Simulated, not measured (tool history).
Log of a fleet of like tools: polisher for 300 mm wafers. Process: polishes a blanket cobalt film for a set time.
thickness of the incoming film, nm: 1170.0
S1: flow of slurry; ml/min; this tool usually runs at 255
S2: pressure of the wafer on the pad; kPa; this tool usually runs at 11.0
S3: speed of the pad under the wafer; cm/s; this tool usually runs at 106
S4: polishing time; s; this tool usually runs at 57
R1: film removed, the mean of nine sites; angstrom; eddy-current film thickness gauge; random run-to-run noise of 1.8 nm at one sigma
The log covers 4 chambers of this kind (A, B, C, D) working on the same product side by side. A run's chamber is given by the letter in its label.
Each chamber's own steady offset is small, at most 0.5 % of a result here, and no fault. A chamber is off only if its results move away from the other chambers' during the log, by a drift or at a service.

run   hour   S1    S2   S3  S4      R1
 1B    8.5  255  11.0  106  57  2286.7
       9.9  -- chamber B: worn pad replaced by a new one
 2C   17.4  255  11.0  106  57  2277.0
 3D   21.7  255  11.0  106  57  2288.2
 4A   31.2  255  11.0  106  57  2282.6
 5B   36.3  255  11.0  106  57  2227.5
      42.7  -- chamber C: worn pad replaced by a new one
 6C   43.7  255  11.0  106  57  2288.0
 7A   52.6  255  11.0  106  57  2292.4
 8D   59.4  255  11.0  106  57  2276.9
      64.4  -- chamber A: worn pad replaced by a new one
 9B   67.3  255  11.0  106  57  2303.2
      71.4  -- chamber D: worn pad replaced by a new one
10D   73.0  255  11.0   78  46  1349.2
11C   81.2  255  11.0   78  46  1350.3
      83.1  -- chamber B: worn pad replaced by a new one
12A   86.6  255  11.0   78  46  1375.3
13C   93.6  255  11.0   78  46  1344.3
14B  101.8  255  11.0  106  57  2264.3
15A  106.9  255  11.0  106  57  2278.8
16D  111.6  255  11.0  106  57  2254.7
     118.0  -- chamber C: worn pad replaced by a new one
     118.2  -- chamber A: slurry nozzle cleaned
17A  120.8  255  11.0  106  57  2273.3
18C  130.1  255  11.0  106  57  2267.8
19B  138.8  255  11.0  106  57  2292.1
     142.5  -- chamber A: worn pad replaced by a new one
20D  146.3  255  11.0  106  57  2265.7
21A  151.8  255  11.0  106  57  2243.1
     154.7  -- chamber B: worn pad replaced by a new one
22B  156.7  255   7.6  106  75  2057.9
     160.3  -- chamber D: worn pad replaced by a new one
23C  162.4  255   7.6  106  75  1972.3
24D  168.2  255   7.6  106  75  2062.5
25B  173.3  255   7.6  106  75  2063.4
26C  177.4  255  11.0  106  57  2188.7
27D  183.8  255  11.0  106  57  2259.9
28A  188.7  255  11.0  106  57  2273.9
     190.1  -- chamber C: worn pad replaced by a new one
     191.9  -- chamber B: slurry nozzle cleaned
29A  197.9  310  15.2  106  57  3177.8
30B  207.1  310  15.2  106  57  3191.9
31D  215.7  310  15.2  106  57  3156.8
32C  220.1  310  15.2  106  57  2962.5
33C  229.4  255  11.0  106  57  2153.3

Next, every chamber runs the same settings. What will each give?
34A  236.1  255  11.0  106  57   ?
34B  236.1  255  11.0  106  57   ?
34C  236.1  255  11.0  106  57   ?
34D  236.1  255  11.0  106  57   ?

run      R1
34A  2258.8
34B  2287.9
34C  2088.6
34D  2294.9
